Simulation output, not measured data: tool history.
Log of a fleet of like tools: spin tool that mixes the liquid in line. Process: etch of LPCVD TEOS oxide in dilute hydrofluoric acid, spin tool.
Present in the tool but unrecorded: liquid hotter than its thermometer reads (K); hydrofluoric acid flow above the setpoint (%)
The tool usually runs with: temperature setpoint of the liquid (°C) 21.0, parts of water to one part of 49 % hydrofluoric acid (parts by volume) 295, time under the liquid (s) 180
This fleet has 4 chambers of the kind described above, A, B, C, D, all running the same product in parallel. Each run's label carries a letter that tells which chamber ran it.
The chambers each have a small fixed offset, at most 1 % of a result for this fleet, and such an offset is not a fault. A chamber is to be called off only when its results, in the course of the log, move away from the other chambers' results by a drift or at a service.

run   hour  temperature setpoint of the liquid (°C)  parts of water to one part of 49 % hydrofluoric acid (parts by volume)  time under the liquid (s)  hours since the thermometer was replaced  hours since the hydrofluoric acid flow meter was replaced  read-back film thickness of the LPCVD TEOS oxide reference wafer, read on the same gauge (nm)  thickness taken off the LPCVD TEOS oxide on a monitor wafer (nm)
 1B    8.8                                     21.0                                                                     295                        180                                     393.4                                                      393.2                                                                                         119.99                                                            13.440
 2D   24.6                                     21.0                                                                     295                        180                                      24.9                                                      614.1                                                                                         119.99                                                            13.326
 3A   38.4                                     21.0                                                                     295                        180                                     283.8                                                      799.9                                                                                         120.00                                                            13.335
 4C   47.7                                     21.0                                                                     295                        180                                     342.7                                                      242.0                                                                                         119.98                                                            13.466
 5B   55.9                                     22.5                                                                     150                        180                                     440.5                                                      440.3                                                                                         120.02                                                            31.833
 6C   64.4                                     22.5                                                                     150                        180                                     359.4                                                      258.7                                                                                         120.00                                                            32.678
 7D   73.6                                     22.5                                                                     150                        180                                      73.9                                                      663.1                                                                                         119.99                                                            32.254
 8A   87.5                                     22.5                                                                     150                        180                                     332.9                                                      849.0                                                                                         120.00                                                            32.309
 9A   95.3                                     21.0                                                                     295                        180                                     340.7                                                      856.8                                                                                         120.02                                                            13.306
10B  103.4                                     21.0                                                                     295                        180                                     488.0                                                      487.8                                                                                         120.00                                                            13.699
11C  111.4                                     17.0                                                                     295                        180                                     406.4                                                      305.7                                                                                         120.01                                                            11.585
12D  123.1                                     17.0                                                                     295                        180                                     123.4                                                      712.6                                                                                         120.01                                                            11.589
13B  132.4                                     17.0                                                                     295                        180                                     517.0                                                      516.8                                                                                         120.00                                                            11.796
14C  146.9                                     17.0                                                                     295                        180                                     441.9                                                      341.2                                                                                         120.00                                                            11.505
     147.8  -- chamber A: hydrofluoric acid flow meter replaced
15A  161.8                                     21.0                                                                     295                        180                                     407.2                                                       14.0                                                                                         119.98                                                            13.265
16D  171.3                                     21.0                                                                     295                        180                                     171.6                                                      760.8                                                                                         120.00                                                            13.147
17D  182.9                                     21.0                                                                     295                        180                                     183.2                                                      772.4                                                                                         119.98                                                            13.274
18A  195.5                                     21.0                                                                     295                        270                                     440.9                                                       47.7                                                                                         120.00                                                            20.042
19B  205.2                                     21.0                                                                     295                        270                                     589.8                                                      589.6                                                                                         119.99                                                            20.736
20C  216.2                                     21.0                                                                     295                        270                                     511.2                                                      410.5                                                                                         119.98                                                            20.256
21C  226.3                                     21.0                                                                     295                        270                                     521.3                                                      420.6                                                                                         120.01                                                            20.174
22A  238.1                                     21.0                                                                     295                        180                                     483.5                                                       90.3                                                                                         119.99                                                            13.299
23B  252.4                                     21.0                                                                     295                        180                                     637.0                                                      636.8                                                                                         119.97                                                            14.142
24D  264.7                                     21.0                                                                     295                        180                                     265.0                                                      854.2                                                                                         120.02                                                            13.275

Has any chamber moved away from the others, gradually or after a service, or does the common gauge drift, or do the chambers differ only by their own small steady offsets? State the chamber and the most likely cause if one applies.

It is chamber B that slowly wanders off from its peers.
What lies behind it: hydrofluoric acid flow above the setpoint (%) = 5.22.
From this log alone, it may not be told apart from: liquid hotter than its thermometer reads (K).

Below are 4 candidate recipes for chamber B's next run, each the usual settings with a change, their results shown as question marks. Which of them brings B's results back in line with what the other chambers give on the usual settings?
In line here means within this much of the mean the other chambers give on the usual settings: thickness taken off the LPCVD TEOS oxide on a monitor wafer (nm) 0.250
25B-1  276.6                                     21.0                                                                     310                        180                                                                                                                                                                                                                                                                     ?
25B-2  276.6                                     21.0                                                                     300                        180                                                                                                                                                                                                                                                                     ?
25B-3  276.6                                     21.5                                                                     295                        180                                                                                                                                                                                                                                                                     ?
25B-4  276.6                                     21.0                                                                     280                        180                                                                                                                                                                                                                                                                     ?

What the other chambers average on the usual settings: thickness taken off the LPCVD TEOS oxide on a monitor wafer (nm) 13.338
  run  thickness taken off the LPCVD TEOS oxide on a monitor wafer (nm)
25B-1                                                            13.374
25B-2                                                            13.933
25B-3                                                            14.488
25B-4                                                            15.177
The right change is 25B-1: it brings the chamber back within the allowed miss of the others.
